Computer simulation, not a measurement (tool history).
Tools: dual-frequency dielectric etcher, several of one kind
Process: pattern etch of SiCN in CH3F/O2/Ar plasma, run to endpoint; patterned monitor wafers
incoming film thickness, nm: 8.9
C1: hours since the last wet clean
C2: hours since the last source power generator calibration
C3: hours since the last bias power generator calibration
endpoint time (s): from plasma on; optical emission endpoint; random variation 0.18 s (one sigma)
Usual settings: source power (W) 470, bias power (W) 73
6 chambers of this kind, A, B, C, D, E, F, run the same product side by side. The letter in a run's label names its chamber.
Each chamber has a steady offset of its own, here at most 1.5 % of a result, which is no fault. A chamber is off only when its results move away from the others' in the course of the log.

{"run": "1F", "day": 0.208, "source power (W)": 470, "bias power (W)": 73, "C1": 296.4, "C2": 298.4, "C3": 2632.7, "endpoint time (s)": 22.713}
{"run": "2D", "day": 0.346, "source power (W)": 470, "bias power (W)": 73, "C1": 202.2, "C2": 1274.3, "C3": 2298.5, "endpoint time (s)": 22.472}
{"run": "3E", "day": 0.575, "source power (W)": 470, "bias power (W)": 73, "C1": 315.4, "C2": 4547.7, "C3": 2329.8, "endpoint time (s)": 22.053}
{"run": "4B", "day": 0.775, "source power (W)": 470, "bias power (W)": 73, "C1": 94.1, "C2": 1062.3, "C3": 2825.4, "endpoint time (s)": 22.12}
{"run": "5C", "day": 1.025, "source power (W)": 470, "bias power (W)": 73, "C1": 263, "C2": 1754.4, "C3": 2406.4, "endpoint time (s)": 22.332}
{"run": "6A", "day": 1.2, "source power (W)": 470, "bias power (W)": 73, "C1": 362, "C2": 1568.6, "C3": 2523.4, "endpoint time (s)": 22.258}
{"run": "7D", "day": 1.312, "source power (W)": 470, "bias power (W)": 73, "C1": 225.4, "C2": 1297.5, "C3": 2321.7, "endpoint time (s)": 22.314}
{"run": "8F", "day": 1.5, "source power (W)": 410, "bias power (W)": 65, "C1": 327.4, "C2": 329.4, "C3": 2663.7, "endpoint time (s)": 24.797}
{"run": "9E", "day": 1.738, "source power (W)": 410, "bias power (W)": 65, "C1": 343.3, "C2": 4575.6, "C3": 2357.7, "endpoint time (s)": 24.465}
{"run": "10B", "day": 1.958, "source power (W)": 410, "bias power (W)": 65, "C1": 122.5, "C2": 1090.7, "C3": 2853.8, "endpoint time (s)": 24.473}
{"run": "11C", "day": 2.212, "source power (W)": 410, "bias power (W)": 65, "C1": 291.5, "C2": 1782.9, "C3": 2434.9, "endpoint time (s)": 24.521}
{"run": "12A", "day": 2.454, "source power (W)": 410, "bias power (W)": 65, "C1": 392.1, "C2": 1598.7, "C3": 2553.5, "endpoint time (s)": 24.431}
{"run": "13D", "day": 2.596, "source power (W)": 410, "bias power (W)": 65, "C1": 256.2, "C2": 1328.3, "C3": 2352.5, "endpoint time (s)": 24.572}
{"run": "14B", "day": 2.738, "source power (W)": 470, "bias power (W)": 73, "C1": 141.2, "C2": 1109.4, "C3": 2872.5, "endpoint time (s)": 22.054}
{"run": "15A", "day": 2.95, "source power (W)": 470, "bias power (W)": 73, "C1": 404, "C2": 1610.6, "C3": 2565.4, "endpoint time (s)": 21.941}
{"run": "16E", "day": 3.108, "source power (W)": 470, "bias power (W)": 73, "C1": 376.2, "C2": 4608.5, "C3": 2390.6, "endpoint time (s)": 22.019}
{"day": 3.246, "done": "chamber F: wet clean of the chamber"}
{"run": "17F", "day": 3.35, "source power (W)": 470, "bias power (W)": 73, "C1": 2.5, "C2": 373.8, "C3": 2708.1, "endpoint time (s)": 22.393}
{"run": "18C", "day": 3.475, "source power (W)": 470, "bias power (W)": 73, "C1": 321.8, "C2": 1813.2, "C3": 2465.2, "endpoint time (s)": 22.534}
{"run": "19A", "day": 3.608, "source power (W)": 410, "bias power (W)": 84, "C1": 419.8, "C2": 1626.4, "C3": 2581.2, "endpoint time (s)": 22.516}
{"run": "20F", "day": 3.783, "source power (W)": 410, "bias power (W)": 84, "C1": 12.9, "C2": 384.2, "C3": 2718.5, "endpoint time (s)": 22.757}
{"run": "21C", "day": 3.95, "source power (W)": 410, "bias power (W)": 84, "C1": 333.2, "C2": 1824.6, "C3": 2476.6, "endpoint time (s)": 22.256}
{"run": "22B", "day": 4.188, "source power (W)": 410, "bias power (W)": 84, "C1": 176, "C2": 1144.2, "C3": 2907.3, "endpoint time (s)": 22.312}
{"run": "23E", "day": 4.392, "source power (W)": 410, "bias power (W)": 84, "C1": 407, "C2": 4639.3, "C3": 2421.4, "endpoint time (s)": 21.908}
{"run": "24D", "day": 4.525, "source power (W)": 410, "bias power (W)": 84, "C1": 302.5, "C2": 1374.6, "C3": 2398.8, "endpoint time (s)": 22.49}
{"day": 4.542, "done": "chamber C: bias power generator calibrated"}
{"run": "25E", "day": 4.733, "source power (W)": 470, "bias power (W)": 73, "C1": 415.2, "C2": 4647.5, "C3": 2429.6, "endpoint time (s)": 22.159}
{"day": 4.804, "done": "chamber E: wet clean of the chamber"}
{"run": "26B", "day": 4.904, "source power (W)": 470, "bias power (W)": 73, "C1": 193.2, "C2": 1161.4, "C3": 2924.5, "endpoint time (s)": 22.138}
{"run": "27A", "day": 5.017, "source power (W)": 470, "bias power (W)": 73, "C1": 453.6, "C2": 1660.2, "C3": 2615, "endpoint time (s)": 22.266}
{"run": "28F", "day": 5.225, "source power (W)": 470, "bias power (W)": 73, "C1": 47.5, "C2": 418.8, "C3": 2753.1, "endpoint time (s)": 22.285}
{"run": "29D", "day": 5.388, "source power (W)": 370, "bias power (W)": 89, "C1": 323.2, "C2": 1395.3, "C3": 2419.5, "endpoint time (s)": 22.539}
{"run": "30C", "day": 5.588, "source power (W)": 370, "bias power (W)": 89, "C1": 372.5, "C2": 1863.9, "C3": 25.2, "endpoint time (s)": 22.354}
{"day": 5.621, "done": "chamber A: wet clean of the chamber"}
{"run": "31C", "day": 5.754, "source power (W)": 370, "bias power (W)": 89, "C1": 376.5, "C2": 1867.9, "C3": 29.2, "endpoint time (s)": 22.651}
{"run": "32D", "day": 5.929, "source power (W)": 370, "bias power (W)": 89, "C1": 336.2, "C2": 1408.3, "C3": 2432.5, "endpoint time (s)": 22.706}
{"run": "33F", "day": 6.079, "source power (W)": 370, "bias power (W)": 89, "C1": 68, "C2": 439.3, "C3": 2773.6, "endpoint time (s)": 22.908}
{"run": "34E", "day": 6.275, "source power (W)": 370, "bias power (W)": 89, "C1": 35.3, "C2": 4684.5, "C3": 2466.6, "endpoint time (s)": 22.599}
{"run": "35B", "day": 6.458, "source power (W)": 470, "bias power (W)": 73, "C1": 230.5, "C2": 1198.7, "C3": 2961.8, "endpoint time (s)": 22.065}
{"run": "36A", "day": 6.7, "source power (W)": 570, "bias power (W)": 73, "C1": 26, "C2": 1700.6, "C3": 2655.4, "endpoint time (s)": 20.738}
{"run": "37F", "day": 6.958, "source power (W)": 570, "bias power (W)": 73, "C1": 89.1, "C2": 460.4, "C3": 2794.7, "endpoint time (s)": 20.926}
{"run": "38D", "day": 7.104, "source power (W)": 570, "bias power (W)": 73, "C1": 364.4, "C2": 1436.5, "C3": 2460.7, "endpoint time (s)": 21.071}

Next, every chamber runs the same settings. What will each give?
{"run": "39A", "day": 7.283, "source power (W)": 470, "bias power (W)": 73, "endpoint time (s)": "?"}
{"run": "39B", "day": 7.283, "source power (W)": 470, "bias power (W)": 73, "endpoint time (s)": "?"}
{"run": "39C", "day": 7.283, "source power (W)": 470, "bias power (W)": 73, "endpoint time (s)": "?"}
{"run": "39D", "day": 7.283, "source power (W)": 470, "bias power (W)": 73, "endpoint time (s)": "?"}
{"run": "39E", "day": 7.283, "source power (W)": 470, "bias power (W)": 73, "endpoint time (s)": "?"}
{"run": "39F", "day": 7.283, "source power (W)": 470, "bias power (W)": 73, "endpoint time (s)": "?"}

run=39A endpoint_time_(s)=22.187
run=39B endpoint_time_(s)=22.058
run=39C endpoint_time_(s)=22.118
run=39D endpoint_time_(s)=22.256
run=39E endpoint_time_(s)=21.981
run=39F endpoint_time_(s)=22.549
